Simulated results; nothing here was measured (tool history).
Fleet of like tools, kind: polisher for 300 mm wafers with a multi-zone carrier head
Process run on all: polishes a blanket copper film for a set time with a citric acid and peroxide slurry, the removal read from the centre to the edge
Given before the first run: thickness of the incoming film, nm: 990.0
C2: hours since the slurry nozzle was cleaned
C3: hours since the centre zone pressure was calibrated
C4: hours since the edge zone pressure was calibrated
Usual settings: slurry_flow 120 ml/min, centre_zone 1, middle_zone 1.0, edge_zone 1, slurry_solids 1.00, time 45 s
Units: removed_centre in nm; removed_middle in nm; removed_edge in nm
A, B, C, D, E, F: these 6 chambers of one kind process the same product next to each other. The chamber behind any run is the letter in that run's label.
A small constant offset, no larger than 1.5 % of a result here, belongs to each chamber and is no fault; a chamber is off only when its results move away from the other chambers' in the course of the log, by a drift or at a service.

{"run": "1A", "hour": 4.0, "slurry_flow": 120, "centre_zone": 1, "middle_zone": 1.0, "edge_zone": 1, "slurry_solids": 1.0, "time": 45, "wafers polished on this pad": 972, "C2": 173.4, "C3": 264.8, "C4": 522.7, "removed_centre": 135.2, "removed_middle": 137.66, "removed_edge": 135.46}
{"hour": 5.9, "done": "chamber E: worn pad replaced by a new one"}
{"run": "2D", "hour": 9.9, "slurry_flow": 120, "centre_zone": 1, "middle_zone": 1.0, "edge_zone": 1, "slurry_solids": 1.0, "time": 45, "wafers polished on this pad": 765, "C2": 159.8, "C3": 118.9, "C4": 365.7, "removed_centre": 138.74, "removed_middle": 140.9, "removed_edge": 137.63}
{"hour": 11.3, "done": "chamber C: slurry nozzle cleaned"}
{"run": "3C", "hour": 15.7, "slurry_flow": 120, "centre_zone": 1, "middle_zone": 1.0, "edge_zone": 1, "slurry_solids": 1.0, "time": 45, "wafers polished on this pad": 662, "C2": 4.5, "C3": 83.1, "C4": 153.9, "removed_centre": 139.74, "removed_middle": 139.91, "removed_edge": 140.51}
{"run": "4E", "hour": 21.0, "slurry_flow": 120, "centre_zone": 1, "middle_zone": 1.0, "edge_zone": 1, "slurry_solids": 1.0, "time": 45, "wafers polished on this pad": 173, "C2": 101.2, "C3": 835.2, "C4": 525.4, "removed_centre": 136.98, "removed_middle": 138.03, "removed_edge": 139.17}
{"run": "5F", "hour": 25.7, "slurry_flow": 120, "centre_zone": 1, "middle_zone": 1.0, "edge_zone": 1, "slurry_solids": 1.0, "time": 45, "wafers polished on this pad": 972, "C2": 149.1, "C3": 1077.8, "C4": 60.0, "removed_centre": 140.0, "removed_middle": 135.16, "removed_edge": 137.14}
{"run": "6B", "hour": 31.1, "slurry_flow": 120, "centre_zone": 1, "middle_zone": 1.0, "edge_zone": 1, "slurry_solids": 1.0, "time": 45, "wafers polished on this pad": 638, "C2": 394.7, "C3": 106.7, "C4": 888.2, "removed_centre": 137.07, "removed_middle": 134.66, "removed_edge": 134.36}
{"hour": 33.8, "done": "chamber F: worn pad replaced by a new one"}
{"run": "7F", "hour": 34.3, "slurry_flow": 120, "centre_zone": 1, "middle_zone": 1.0, "edge_zone": 1, "slurry_solids": 1.0, "time": 45, "wafers polished on this pad": 6, "C2": 157.7, "C3": 1086.4, "C4": 68.6, "removed_centre": 137.9, "removed_middle": 135.61, "removed_edge": 138.55}
{"hour": 37.8, "done": "chamber A: slurry nozzle cleaned"}
{"run": "8B", "hour": 38.7, "slurry_flow": 120, "centre_zone": 1, "middle_zone": 1.0, "edge_zone": 1, "slurry_solids": 1.0, "time": 45, "wafers polished on this pad": 725, "C2": 402.3, "C3": 114.3, "C4": 895.8, "removed_centre": 137.26, "removed_middle": 134.39, "removed_edge": 135.93}
{"hour": 41.8, "done": "chamber D: worn pad replaced by a new one"}
{"run": "9A", "hour": 42.2, "slurry_flow": 120, "centre_zone": 1, "middle_zone": 1.0, "edge_zone": 1, "slurry_solids": 1.0, "time": 45, "wafers polished on this pad": 1409, "C2": 4.5, "C3": 303.0, "C4": 560.9, "removed_centre": 136.58, "removed_middle": 137.62, "removed_edge": 139.21}
{"hour": 44.4, "done": "chamber A: worn pad replaced by a new one"}
{"hour": 47.1, "done": "chamber C: worn pad replaced by a new one"}
{"run": "10D", "hour": 48.5, "slurry_flow": 120, "centre_zone": 1, "middle_zone": 1.0, "edge_zone": 1, "slurry_solids": 1.0, "time": 45, "wafers polished on this pad": 77, "C2": 198.4, "C3": 157.5, "C4": 404.3, "removed_centre": 138.38, "removed_middle": 138.56, "removed_edge": 140.23}
{"hour": 50.0, "done": "chamber E: worn pad replaced by a new one"}
{"run": "11C", "hour": 54.0, "slurry_flow": 120, "centre_zone": 1, "middle_zone": 1.0, "edge_zone": 1, "slurry_solids": 1.0, "time": 45, "wafers polished on this pad": 79, "C2": 42.8, "C3": 121.4, "C4": 192.2, "removed_centre": 136.8, "removed_middle": 139.99, "removed_edge": 138.01}
{"run": "12E", "hour": 57.0, "slurry_flow": 120, "centre_zone": 1, "middle_zone": 1.0, "edge_zone": 1, "slurry_solids": 1.0, "time": 45, "wafers polished on this pad": 80, "C2": 137.2, "C3": 871.2, "C4": 561.4, "removed_centre": 139.09, "removed_middle": 138.74, "removed_edge": 139.09}
{"hour": 59.0, "done": "chamber E: centre zone pressure recalibrated"}
{"run": "13E", "hour": 61.5, "slurry_flow": 120, "centre_zone": 1, "middle_zone": 1.0, "edge_zone": 1, "slurry_solids": 0.85, "time": 59, "wafers polished on this pad": 131, "C2": 141.7, "C3": 2.5, "C4": 565.9, "removed_centre": 184.59, "removed_middle": 174.38, "removed_edge": 176.08}
{"run": "14D", "hour": 65.6, "slurry_flow": 120, "centre_zone": 1, "middle_zone": 1.0, "edge_zone": 1, "slurry_solids": 0.85, "time": 59, "wafers polished on this pad": 273, "C2": 215.5, "C3": 174.6, "C4": 421.4, "removed_centre": 176.88, "removed_middle": 177.48, "removed_edge": 176.8}
{"run": "15F", "hour": 69.1, "slurry_flow": 120, "centre_zone": 1, "middle_zone": 1.0, "edge_zone": 1, "slurry_solids": 0.85, "time": 59, "wafers polished on this pad": 404, "C2": 192.5, "C3": 1121.2, "C4": 103.4, "removed_centre": 175.34, "removed_middle": 172.09, "removed_edge": 170.02}
{"run": "16C", "hour": 74.6, "slurry_flow": 120, "centre_zone": 1, "middle_zone": 1.0, "edge_zone": 1, "slurry_solids": 0.85, "time": 59, "wafers polished on this pad": 315, "C2": 63.4, "C3": 142.0, "C4": 212.8, "removed_centre": 172.97, "removed_middle": 176.0, "removed_edge": 175.7}
{"run": "17A", "hour": 80.3, "slurry_flow": 120, "centre_zone": 1, "middle_zone": 1.0, "edge_zone": 1, "slurry_solids": 0.85, "time": 59, "wafers polished on this pad": 411, "C2": 42.6, "C3": 341.1, "C4": 599.0, "removed_centre": 172.37, "removed_middle": 172.97, "removed_edge": 172.91}
{"hour": 81.4, "done": "chamber A: centre zone pressure recalibrated"}
{"run": "18B", "hour": 85.6, "slurry_flow": 120, "centre_zone": 1, "middle_zone": 1.0, "edge_zone": 1, "slurry_solids": 0.85, "time": 59, "wafers polished on this pad": 1262, "C2": 449.2, "C3": 161.2, "C4": 942.7, "removed_centre": 174.39, "removed_middle": 169.88, "removed_edge": 174.33}
{"run": "19B", "hour": 90.2, "slurry_flow": 120, "centre_zone": 1, "middle_zone": 1.0, "edge_zone": 1, "slurry_solids": 1.0, "time": 45, "wafers polished on this pad": 1314, "C2": 453.8, "C3": 165.8, "C4": 947.3, "removed_centre": 136.65, "removed_middle": 138.36, "removed_edge": 137.75}
{"hour": 91.1, "done": "chamber E: worn pad replaced by a new one"}
{"run": "20A", "hour": 93.5, "slurry_flow": 105, "centre_zone": 1, "middle_zone": 1.0, "edge_zone": 1, "slurry_solids": 1.0, "time": 45, "wafers polished on this pad": 562, "C2": 55.8, "C3": 12.2, "C4": 612.2, "removed_centre": 130.69, "removed_middle": 131.94, "removed_edge": 134.58}
{"run": "21C", "hour": 98.1, "slurry_flow": 105, "centre_zone": 1, "middle_zone": 1.0, "edge_zone": 1, "slurry_solids": 1.0, "time": 45, "wafers polished on this pad": 584, "C2": 86.9, "C3": 165.5, "C4": 236.3, "removed_centre": 132.63, "removed_middle": 135.23, "removed_edge": 135.41}
{"hour": 100.2, "done": "chamber B: worn pad replaced by a new one"}
{"run": "22D", "hour": 102.8, "slurry_flow": 105, "centre_zone": 1, "middle_zone": 1.0, "edge_zone": 1, "slurry_solids": 1.0, "time": 45, "wafers polished on this pad": 698, "C2": 252.7, "C3": 211.8, "C4": 458.6, "removed_centre": 135.45, "removed_middle": 133.73, "removed_edge": 138.11}
{"hour": 105.4, "done": "chamber D: slurry nozzle cleaned"}
{"run": "23E", "hour": 108.7, "slurry_flow": 105, "centre_zone": 1, "middle_zone": 1.0, "edge_zone": 1, "slurry_solids": 1.0, "time": 45, "wafers polished on this pad": 202, "C2": 188.9, "C3": 49.7, "C4": 613.1, "removed_centre": 140.54, "removed_middle": 133.5, "removed_edge": 136.24}
{"run": "24F", "hour": 111.6, "slurry_flow": 105, "centre_zone": 1, "middle_zone": 1.0, "edge_zone": 1, "slurry_solids": 1.0, "time": 45, "wafers polished on this pad": 890, "C2": 235.0, "C3": 1163.7, "C4": 145.9, "removed_centre": 132.29, "removed_middle": 132.18, "removed_edge": 135.48}
{"hour": 114.4, "done": "chamber F: worn pad replaced by a new one"}
{"run": "25C", "hour": 116.4, "slurry_flow": 105, "centre_zone": 1, "middle_zone": 1.0, "edge_zone": 1, "slurry_solids": 1.0, "time": 45, "wafers polished on this pad": 793, "C2": 105.2, "C3": 183.8, "C4": 254.6, "removed_centre": 132.14, "removed_middle": 135.16, "removed_edge": 136.25}
{"hour": 120.5, "done": "chamber C: worn pad replaced by a new one"}
{"run": "26F", "hour": 122.3, "slurry_flow": 120, "centre_zone": 1, "middle_zone": 1.0, "edge_zone": 1, "slurry_solids": 1.0, "time": 45, "wafers polished on this pad": 91, "C2": 245.7, "C3": 1174.4, "C4": 156.6, "removed_centre": 138.07, "removed_middle": 137.41, "removed_edge": 137.56}
{"hour": 124.7, "done": "chamber D: worn pad replaced by a new one"}
{"run": "27B", "hour": 126.6, "slurry_flow": 120, "centre_zone": 1, "middle_zone": 1.0, "edge_zone": 1, "slurry_solids": 1.0, "time": 45, "wafers polished on this pad": 303, "C2": 490.2, "C3": 202.2, "C4": 983.7, "removed_centre": 138.01, "removed_middle": 136.18, "removed_edge": 135.76}
{"run": "28E", "hour": 131.4, "slurry_flow": 120, "centre_zone": 1, "middle_zone": 1.0, "edge_zone": 1, "slurry_solids": 1.0, "time": 45, "wafers polished on this pad": 461, "C2": 211.6, "C3": 72.4, "C4": 635.8, "removed_centre": 147.06, "removed_middle": 138.48, "removed_edge": 139.51}
{"run": "29D", "hour": 135.8, "slurry_flow": 120, "centre_zone": 1, "middle_zone": 1.0, "edge_zone": 1, "slurry_solids": 1.0, "time": 45, "wafers polished on this pad": 127, "C2": 30.4, "C3": 244.8, "C4": 491.6, "removed_centre": 139.98, "removed_middle": 136.11, "removed_edge": 139.03}
{"run": "30A", "hour": 140.7, "slurry_flow": 120, "centre_zone": 1, "middle_zone": 1.0, "edge_zone": 1, "slurry_solids": 1.0, "time": 45, "wafers polished on this pad": 1102, "C2": 103.0, "C3": 59.4, "C4": 659.4, "removed_centre": 137.26, "removed_middle": 135.59, "removed_edge": 136.78}
{"hour": 140.8, "done": "chamber E: worn pad replaced by a new one"}
{"run": "31F", "hour": 143.8, "slurry_flow": 120, "centre_zone": 1, "middle_zone": 1.0, "edge_zone": 1, "slurry_solids": 1.0, "time": 45, "wafers polished on this pad": 337, "C2": 267.2, "C3": 1195.9, "C4": 178.1, "removed_centre": 138.88, "removed_middle": 135.48, "removed_edge": 136.37}
{"hour": 146.7, "done": "chamber A: worn pad replaced by a new one"}
{"run": "32B", "hour": 146.9, "slurry_flow": 120, "centre_zone": 1, "middle_zone": 1.1, "edge_zone": 1, "slurry_solids": 1.15, "time": 45, "wafers polished on this pad": 535, "C2": 510.5, "C3": 222.5, "C4": 1004.0, "removed_centre": 143.56, "removed_middle": 153.9, "removed_edge": 142.52}
{"run": "33E", "hour": 151.1, "slurry_flow": 120, "centre_zone": 1, "middle_zone": 1.1, "edge_zone": 1, "slurry_solids": 1.15, "time": 45, "wafers polished on this pad": 118, "C2": 231.3, "C3": 92.1, "C4": 655.5, "removed_centre": 151.96, "removed_middle": 156.79, "removed_edge": 142.73}
{"run": "34C", "hour": 154.2, "slurry_flow": 120, "centre_zone": 1, "middle_zone": 1.1, "edge_zone": 1, "slurry_solids": 1.15, "time": 45, "wafers polished on this pad": 385, "C2": 143.0, "C3": 221.6, "C4": 292.4, "removed_centre": 142.3, "removed_middle": 155.13, "removed_edge": 143.86}
{"run": "35A", "hour": 159.1, "slurry_flow": 120, "centre_zone": 1, "middle_zone": 1.1, "edge_zone": 1, "slurry_solids": 1.15, "time": 45, "wafers polished on this pad": 142, "C2": 121.4, "C3": 77.8, "C4": 677.8, "removed_centre": 140.37, "removed_middle": 157.24, "removed_edge": 140.63}
{"run": "36D", "hour": 165.4, "slurry_flow": 120, "centre_zone": 1, "middle_zone": 1.1, "edge_zone": 1, "slurry_solids": 1.15, "time": 45, "wafers polished on this pad": 465, "C2": 60.0, "C3": 274.4, "C4": 521.2, "removed_centre": 141.14, "removed_middle": 157.51, "removed_edge": 141.78}
{"run": "37A", "hour": 170.3, "slurry_flow": 120, "centre_zone": 1, "middle_zone": 1.1, "edge_zone": 1, "slurry_solids": 1.15, "time": 45, "wafers polished on this pad": 271, "C2": 132.6, "C3": 89.0, "C4": 689.0, "removed_centre": 140.94, "removed_middle": 154.47, "removed_edge": 139.2}

Read the log: is a single chamber off, either drifting away or since a service, is the gauge that measures every chamber drifting, or is nothing wrong beyond small per-chamber offsets? Name any odd chamber and what most likely caused it.

The work done on chamber E during a service left it standing apart from the others.
What lies behind it: centre zone's pressure above its setpoint, % = 6.38.

Here are 4 candidates for chamber E's next run, each the usual settings with a change, their results left as question marks. Which one brings its results back in line with what the others give on the usual settings?
In line here means within this much of the mean the other chambers give on the usual settings: removed_centre 3.70 nm; removed_middle 4.80 nm; removed_edge 4.80 nm
{"run": "38E-1", "hour": 174.8, "slurry_flow": 115, "centre_zone": 0.96, "middle_zone": 1.01, "edge_zone": 1.02, "slurry_solids": 1.0, "time": 45, "removed_centre": "?", "removed_middle": "?", "removed_edge": "?"}
{"run": "38E-2", "hour": 174.8, "slurry_flow": 120, "centre_zone": 0.99, "middle_zone": 1.0, "edge_zone": 1.0, "slurry_solids": 1.0, "time": 45, "removed_centre": "?", "removed_middle": "?", "removed_edge": "?"}
{"run": "38E-3", "hour": 174.8, "slurry_flow": 125, "centre_zone": 1.05, "middle_zone": 0.99, "edge_zone": 0.98, "slurry_solids": 1.0, "time": 45, "removed_centre": "?", "removed_middle": "?", "removed_edge": "?"}
{"run": "38E-4", "hour": 174.8, "slurry_flow": 120, "centre_zone": 1.01, "middle_zone": 1.0, "edge_zone": 1.0, "slurry_solids": 1.0, "time": 45, "removed_centre": "?", "removed_middle": "?", "removed_edge": "?"}

Usual-settings mean across the other chambers: removed_centre 137.40 nm; removed_middle 137.63 nm; removed_edge 137.73 nm
run=38E-1 removed_centre=138.82 removed_middle=138.97 removed_edge=140.28
run=38E-2 removed_centre=145.19 removed_middle=139.15 removed_edge=139.87
run=38E-3 removed_centre=156.32 removed_middle=139.17 removed_edge=139.36
run=38E-4 removed_centre=148.34 removed_middle=139.13 removed_edge=139.87
With 38E-1, the chamber falls back in line with the rest.
